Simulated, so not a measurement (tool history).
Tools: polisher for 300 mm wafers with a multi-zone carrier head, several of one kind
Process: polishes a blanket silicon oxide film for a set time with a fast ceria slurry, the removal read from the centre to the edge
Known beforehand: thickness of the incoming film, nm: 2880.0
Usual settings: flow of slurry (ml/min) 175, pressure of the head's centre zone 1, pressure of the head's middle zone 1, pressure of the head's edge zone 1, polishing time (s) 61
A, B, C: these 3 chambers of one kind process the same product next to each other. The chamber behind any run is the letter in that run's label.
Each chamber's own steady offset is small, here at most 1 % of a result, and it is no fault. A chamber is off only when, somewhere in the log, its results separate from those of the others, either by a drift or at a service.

run   hour  flow of slurry (ml/min)  pressure of the head's centre zone  pressure of the head's middle zone  pressure of the head's edge zone  polishing time (s)  film removed at the wafer's centre (nm)  film removed at mid-radius (nm)  film removed at the wafer's edge (nm)
 1B    6.1                      175                                   1                                   1                                 1                  61                                   1147.5                           1145.2                                 1153.6
 2A   13.6                      175                                   1                                   1                                 1                  61                                   1145.5                           1151.6                                 1146.2
 3C   19.3                      175                                   1                                   1                                 1                  61                                   1138.6                           1154.3                                 1128.1
      21.1  -- chamber A: worn pad replaced by a new one
 4A   28.2                      175                                   1                                   1                                 1                  61                                   1131.5                           1142.6                                 1146.4
      34.6  -- chamber A: slurry nozzle cleaned
 5C   36.3                      175                                   1                                   1                                 1                  73                                   1344.7                           1361.8                                 1364.7
 6B   44.3                      175                                   1                                   1                                 1                  73                                   1386.5                           1374.3                                 1378.7
      44.4  -- chamber B: worn pad replaced by a new one
 7A   52.7                      175                                   1                                   1                                 1                  73                                   1352.8                           1362.9                                 1379.3
 8B   58.6                      175                                   1                                   1                                 1                  61                                   1153.2                           1149.2                                 1175.3
 9C   64.1                      175                                   1                                   1                                 1                  61                                   1151.1                           1143.3                                 1156.2
10C   71.6                      120                                   1                                   1                              1.09                  61                                   1035.9                           1049.4                                 1122.2
11B   75.8                      120                                   1                                   1                              1.09                  61                                   1060.2                           1057.5                                 1137.2
12A     84                      120                                   1                                   1                              1.09                  61                                   1046.3                           1046.1                                   1130
      84.1  -- chamber C: worn pad replaced by a new one
13A   92.7                      175                                   1                                   1                                 1                  61                                   1161.1                           1141.5                                 1147.8
14C   98.6                      175                                   1                                   1                                 1                  61                                   1134.9                           1146.5                                   1145
     101.2  -- chamber B: worn pad replaced by a new one
15B  107.3                      175                                   1                                   1                                 1                  61                                   1153.5                           1138.8                                 1157.6
     110.8  -- chamber C: centre zone pressure recalibrated
16C  111.9                      175                                   1                                   1                                 1                  61                                   1294.9                           1143.8                                 1136.5
       114  -- chamber A: worn pad replaced by a new one
17A  116.7                      175                                   1                                   1                                 1                  44                                   816.62                           822.12                                 831.36
18B  125.3                      175                                   1                                   1                                 1                  44                                   804.07                           827.58                                  829.5
19B  129.3                      175                                   1                                   1                                 1                  44                                   827.71                           823.95                                 830.95
20C  137.6                      175                                   1                                   1                                 1                  61                                     1266                             1127                                 1137.7
21A  143.1                      175                                   1                                   1                                 1                  61                                   1151.5                           1131.1                                 1146.6
22C  150.8                      175                                   1                                   1                                 1                  61                                   1293.2                           1146.1                                   1140
     152.7  -- chamber B: worn pad replaced by a new one
23A  154.9                      175                                   1                                   1                                 1                  61                                   1147.9                           1159.3                                 1153.7
24B  163.4                      175                                1.05                                   1                                 1                  69                                   1357.6                           1296.6                                 1311.5
25C  170.1                      175                                1.05                                   1                                 1                  69                                   1515.6                           1290.6                                 1281.9
26A    178                      175                                1.05                                   1                                 1                  69                                   1356.2                           1285.7                                 1309.7
     182.7  -- chamber B: centre zone pressure recalibrated
27B  182.9                      175                                   1                                   1                                 1                  61                                   1127.2                           1150.1                                 1169.9
28A  189.6                      175                                   1                                   1                                 1                  61                                   1130.8                           1137.9                                 1141.8
29C    198                      175                                   1                                   1                                 1                  61                                   1228.3                           1133.9                                 1126.5

One chamber off, gauge drift, or nothing amiss beyond the chambers' own small offsets? If it is a chamber, which one, and what is the likeliest cause?

A service on chamber C put it out of line with the rest.
What lies behind it: centre zone's pressure above its setpoint, % = 11.

Here are 4 candidates for chamber C's next run, each the usual settings with a change, their results left as question marks. Which one brings its results back in line with what the others give on the usual settings?
A result is in line if it is within this distance of the other chambers' mean on the usual settings: film removed at the wafer's centre (nm) 54; film removed at mid-radius (nm) 24; film removed at the wafer's edge (nm) 32
30C-1  204.5                      180                                1.09                                0.99                              0.97                  61                                        ?                                ?                                      ?
30C-2  204.5                      175                                0.98                                   1                              1.01                  61                                        ?                                ?                                      ?
30C-3  204.5                      175                                1.02                                   1                              0.99                  61                                        ?                                ?                                      ?
30C-4  204.5                      170                                0.91                                1.01                              1.03                  61                                        ?                                ?                                      ?

Usual-settings mean across the other chambers: film removed at the wafer's centre (nm) 1141.9; film removed at mid-radius (nm) 1141.3; film removed at the wafer's edge (nm) 1146.4
  run  film removed at the wafer's centre (nm)  film removed at mid-radius (nm)  film removed at the wafer's edge (nm)
30C-1                                   1412.3                           1133.6                                 1128.5
30C-2                                   1251.8                           1139.5                                 1148.4
30C-3                                   1307.5                           1139.3                                 1136.4
30C-4                                   1147.9                           1144.8                                 1155.9
It is 30C-4 that realigns the chamber with its peers.

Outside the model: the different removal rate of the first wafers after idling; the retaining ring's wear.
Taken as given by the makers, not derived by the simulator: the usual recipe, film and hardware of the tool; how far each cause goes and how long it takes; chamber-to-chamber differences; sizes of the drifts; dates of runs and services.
